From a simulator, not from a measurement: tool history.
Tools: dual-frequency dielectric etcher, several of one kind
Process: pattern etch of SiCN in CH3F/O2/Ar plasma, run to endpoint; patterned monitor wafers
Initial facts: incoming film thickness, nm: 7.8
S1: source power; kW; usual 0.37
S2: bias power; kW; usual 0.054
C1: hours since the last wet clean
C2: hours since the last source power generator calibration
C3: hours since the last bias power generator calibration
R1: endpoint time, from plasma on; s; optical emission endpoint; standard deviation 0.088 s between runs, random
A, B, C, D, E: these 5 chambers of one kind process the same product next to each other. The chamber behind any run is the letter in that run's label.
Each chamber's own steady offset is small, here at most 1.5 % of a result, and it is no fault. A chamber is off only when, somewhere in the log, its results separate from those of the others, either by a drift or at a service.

{"run": "1A", "hour": 7.1, "S1": 0.37, "S2": 0.054, "C1": 184.6, "C2": 375.9, "C3": 443.2, "R1": 23.785}
{"hour": 9.8, "done": "chamber B: wet clean of the chamber"}
{"run": "2E", "hour": 19.8, "S1": 0.37, "S2": 0.054, "C1": 238.7, "C2": 339.9, "C3": 1857.1, "R1": 23.589}
{"run": "3D", "hour": 27.8, "S1": 0.37, "S2": 0.054, "C1": 34, "C2": 975.3, "C3": 646.4, "R1": 23.62}
{"run": "4B", "hour": 34.0, "S1": 0.37, "S2": 0.054, "C1": 24.3, "C2": 858.6, "C3": 1001, "R1": 23.495}
{"run": "5C", "hour": 46.6, "S1": 0.37, "S2": 0.054, "C1": 522.4, "C2": 3885.3, "C3": 1360, "R1": 23.114}
{"run": "6A", "hour": 56.0, "S1": 0.37, "S2": 0.054, "C1": 233.5, "C2": 424.8, "C3": 492.1, "R1": 23.784}
{"run": "7C", "hour": 63.3, "S1": 0.37, "S2": 0.054, "C1": 539.1, "C2": 3902, "C3": 1376.7, "R1": 23.392}
{"run": "8E", "hour": 73.4, "S1": 0.33, "S2": 0.068, "C1": 292.3, "C2": 393.5, "C3": 1910.7, "R1": 22.79}
{"run": "9B", "hour": 81.5, "S1": 0.33, "S2": 0.068, "C1": 71.8, "C2": 906.1, "C3": 1048.5, "R1": 22.768}
{"run": "10D", "hour": 92.4, "S1": 0.33, "S2": 0.068, "C1": 98.6, "C2": 1039.9, "C3": 711, "R1": 22.841}
{"run": "11A", "hour": 98.8, "S1": 0.33, "S2": 0.068, "C1": 276.3, "C2": 467.6, "C3": 534.9, "R1": 22.973}
{"run": "12E", "hour": 110.2, "S1": 0.33, "S2": 0.068, "C1": 329.1, "C2": 430.3, "C3": 1947.5, "R1": 22.713}
{"run": "13C", "hour": 116.8, "S1": 0.37, "S2": 0.054, "C1": 592.6, "C2": 3955.5, "C3": 1430.2, "R1": 23.171}
{"run": "14B", "hour": 124.1, "S1": 0.37, "S2": 0.054, "C1": 114.4, "C2": 948.7, "C3": 1091.1, "R1": 23.5}
{"hour": 124.6, "done": "chamber C: wet clean of the chamber"}
{"run": "15D", "hour": 132.1, "S1": 0.33, "S2": 0.067, "C1": 138.3, "C2": 1079.6, "C3": 750.7, "R1": 23.031}
{"run": "16C", "hour": 144.8, "S1": 0.33, "S2": 0.067, "C1": 20.2, "C2": 3983.5, "C3": 1458.2, "R1": 23.443}
{"run": "17D", "hour": 156.4, "S1": 0.33, "S2": 0.067, "C1": 162.6, "C2": 1103.9, "C3": 775, "R1": 22.856}
{"hour": 157.2, "done": "chamber E: wet clean of the chamber"}
{"run": "18B", "hour": 164.6, "S1": 0.33, "S2": 0.067, "C1": 154.9, "C2": 989.2, "C3": 1131.6, "R1": 22.766}
{"run": "19A", "hour": 173.2, "S1": 0.33, "S2": 0.067, "C1": 350.7, "C2": 542, "C3": 609.3, "R1": 23.012}
{"run": "20E", "hour": 183.9, "S1": 0.37, "S2": 0.054, "C1": 26.7, "C2": 504, "C3": 2021.2, "R1": 23.666}
{"run": "21E", "hour": 193.4, "S1": 0.37, "S2": 0.054, "C1": 36.2, "C2": 513.5, "C3": 2030.7, "R1": 23.71}
{"run": "22C", "hour": 201.7, "S1": 0.37, "S2": 0.054, "C1": 77.1, "C2": 4040.4, "C3": 1515.1, "R1": 24.082}
{"run": "23A", "hour": 208.7, "S1": 0.37, "S2": 0.054, "C1": 386.2, "C2": 577.5, "C3": 644.8, "R1": 23.718}
{"run": "24D", "hour": 221.4, "S1": 0.37, "S2": 0.054, "C1": 227.6, "C2": 1168.9, "C3": 840, "R1": 23.647}
{"run": "25B", "hour": 229.3, "S1": 0.37, "S2": 0.054, "C1": 219.6, "C2": 1053.9, "C3": 1196.3, "R1": 23.534}
{"hour": 229.7, "done": "chamber A: wet clean of the chamber"}
{"run": "26C", "hour": 234.9, "S1": 0.37, "S2": 0.054, "C1": 110.3, "C2": 4073.6, "C3": 1548.3, "R1": 24.156}
{"run": "27D", "hour": 243.9, "S1": 0.37, "S2": 0.054, "C1": 250.1, "C2": 1191.4, "C3": 862.5, "R1": 23.514}
{"run": "28B", "hour": 250.3, "S1": 0.37, "S2": 0.054, "C1": 240.6, "C2": 1074.9, "C3": 1217.3, "R1": 23.465}
{"run": "29A", "hour": 261.4, "S1": 0.37, "S2": 0.054, "C1": 31.8, "C2": 630.2, "C3": 697.5, "R1": 23.756}
{"run": "30E", "hour": 268.0, "S1": 0.37, "S2": 0.054, "C1": 110.8, "C2": 588.1, "C3": 2105.3, "R1": 23.554}
{"run": "31B", "hour": 278.3, "S1": 0.37, "S2": 0.054, "C1": 268.6, "C2": 1102.9, "C3": 1245.3, "R1": 23.482}
{"run": "32A", "hour": 284.2, "S1": 0.37, "S2": 0.048, "C1": 54.6, "C2": 653, "C3": 720.3, "R1": 24.866}
{"run": "33C", "hour": 291.0, "S1": 0.37, "S2": 0.048, "C1": 166.4, "C2": 4129.7, "C3": 1604.4, "R1": 25.14}
{"run": "34D", "hour": 302.9, "S1": 0.37, "S2": 0.048, "C1": 309.1, "C2": 1250.4, "C3": 921.5, "R1": 24.601}
{"run": "35E", "hour": 312.4, "S1": 0.37, "S2": 0.048, "C1": 155.2, "C2": 632.5, "C3": 2149.7, "R1": 24.624}
{"run": "36D", "hour": 324.1, "S1": 0.37, "S2": 0.048, "C1": 330.3, "C2": 1271.6, "C3": 942.7, "R1": 24.513}
{"run": "37B", "hour": 330.6, "S1": 0.37, "S2": 0.054, "C1": 320.9, "C2": 1155.2, "C3": 1297.6, "R1": 23.512}
{"run": "38A", "hour": 339.0, "S1": 0.37, "S2": 0.054, "C1": 109.4, "C2": 707.8, "C3": 775.1, "R1": 23.75}
{"run": "39E", "hour": 346.7, "S1": 0.4, "S2": 0.054, "C1": 189.5, "C2": 666.8, "C3": 2184, "R1": 22.796}
{"run": "40C", "hour": 353.7, "S1": 0.4, "S2": 0.054, "C1": 229.1, "C2": 4192.4, "C3": 1667.1, "R1": 23.201}
{"run": "41C", "hour": 365.8, "S1": 0.4, "S2": 0.054, "C1": 241.2, "C2": 4204.5, "C3": 1679.2, "R1": 23.549}
{"run": "42E", "hour": 371.8, "S1": 0.4, "S2": 0.054, "C1": 214.6, "C2": 691.9, "C3": 2209.1, "R1": 22.916}

Which is it: a chamber that has drifted or been left off by a service, a gauge drift common to all chambers, or only each chamber's usual small offset? If a chamber is off, name it and its likeliest cause.

A service on chamber C put it out of line with the rest.
Cause: etch rate under this chamber's usual, % = 3.35.

Chamber C could run next with any of the 4 candidate recipes listed below; each alters the usual settings, and their results appear as question marks. Which one brings its results back in line with what the other chambers deliver on the usual settings?
Counts as in line when no further than this from what the other chambers average on the usual settings: R1 0.31 s
{"run": "43C-1", "hour": 381.1, "S1": 0.37, "S2": 0.058, "R1": "?"}
{"run": "43C-2", "hour": 381.1, "S1": 0.37, "S2": 0.047, "R1": "?"}
{"run": "43C-3", "hour": 381.1, "S1": 0.37, "S2": 0.061, "R1": "?"}
{"run": "43C-4", "hour": 381.1, "S1": 0.36, "S2": 0.052, "R1": "?"}

Mean of the other chambers on the usual settings: R1 23.649 s
run=43C-1 R1=23.552
run=43C-2 R1=25.249
run=43C-3 R1=23.15
run=43C-4 R1=24.692
It is 43C-1 that realigns the chamber with its peers.
